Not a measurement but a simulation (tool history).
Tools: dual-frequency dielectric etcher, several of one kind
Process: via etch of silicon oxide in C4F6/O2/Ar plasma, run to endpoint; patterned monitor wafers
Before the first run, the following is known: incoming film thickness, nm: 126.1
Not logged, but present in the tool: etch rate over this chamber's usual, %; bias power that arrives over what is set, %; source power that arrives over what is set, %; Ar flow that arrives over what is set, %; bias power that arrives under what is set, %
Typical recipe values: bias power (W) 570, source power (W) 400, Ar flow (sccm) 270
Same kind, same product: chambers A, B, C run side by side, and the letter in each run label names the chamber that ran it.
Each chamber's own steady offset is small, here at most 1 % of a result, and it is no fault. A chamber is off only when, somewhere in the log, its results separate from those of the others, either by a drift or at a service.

run	hour	bias power (W)	source power (W)	Ar flow (sccm)	hours since the last wet clean	hours since the last bias power generator calibration	hours since the last source power generator calibration	hours since the last Ar flow controller change	endpoint time (s)
1A	6.8	570	400	270	350.9	846.9	2276.3	3401.5	25.678
2C	11.4	570	400	270	182.7	1830.1	1993.3	47.5	26.067
3B	18.7	570	400	270	28.1	1488.2	1074.7	964.3	26.261
4B	23.6	570	400	270	33.0	1493.1	1079.6	969.2	25.930
5C	30.5	570	400	270	201.8	1849.2	2012.4	66.6	26.177
6A	34.1	570	400	270	378.2	874.2	2303.6	3428.8	25.931
7B	40.5	570	400	270	49.9	1510.0	1096.5	986.1	26.253
# hour 46.9: chamber C: bias power generator calibrated
8A	48.0	570	400	270	392.1	888.1	2317.5	3442.7	25.901
9C	54.2	570	400	270	225.5	7.4	2036.1	90.3	26.122
10C	61.9	570	400	302	233.2	15.1	2043.8	98.0	26.379
11B	66.7	570	400	302	76.1	1536.2	1122.7	1012.3	26.162
12A	74.5	570	400	302	418.6	914.6	2344.0	3469.2	26.044
13C	82.8	570	400	270	254.1	36.0	2064.7	118.9	26.286
14B	90.5	570	400	270	99.9	1560.0	1146.5	1036.1	25.889
15A	95.0	570	400	270	439.1	935.1	2364.5	3489.7	25.715
16B	101.1	570	400	270	110.5	1570.6	1157.1	1046.7	25.931
17A	108.4	691	400	213	452.5	948.5	2377.9	3503.1	23.513
18C	115.9	691	400	213	287.2	69.1	2097.8	152.0	23.851
19A	123.6	691	400	213	467.7	963.7	2393.1	3518.3	23.554
20C	129.5	570	400	270	300.8	82.7	2111.4	165.6	26.066
21B	134.3	520	490	270	143.7	1603.8	1190.3	1079.9	24.894
22C	140.1	520	490	270	311.4	93.3	2122.0	176.2	25.151
23A	147.6	520	490	270	491.7	987.7	2417.1	3542.3	24.886
24B	152.9	570	400	270	162.3	1622.4	1208.9	1098.5	25.936
25C	160.3	570	400	270	331.6	113.5	2142.2	196.4	26.189
26A	165.0	570	400	270	509.1	1005.1	2434.5	3559.7	26.138
27B	173.3	570	460	270	182.7	1642.8	1229.3	1118.9	24.628
28A	180.0	570	460	270	524.1	1020.1	2449.5	3574.7	24.535
29B	183.9	570	460	270	193.3	1653.4	1239.9	1129.5	24.633
30C	188.5	570	400	335	359.8	141.7	2170.4	224.6	26.810
31B	192.3	570	400	335	201.7	1661.8	1248.3	1137.9	26.583
32C	200.6	570	400	335	371.9	153.8	2182.5	236.7	26.806
33A	205.0	570	400	270	549.1	1045.1	2474.5	3599.7	25.840
34B	210.5	570	400	270	219.9	1680.0	1266.5	1156.1	26.083
35A	216.0	570	400	270	560.1	1056.1	2485.5	3610.7	25.815

All 3 chambers run these settings next. Forecast each chamber's results:
36A	221.9	570	400	221					?
36B	221.9	570	400	221					?
36C	221.9	570	400	221					?

run	endpoint time (s)
36A	25.237
36B	25.464
36C	25.624
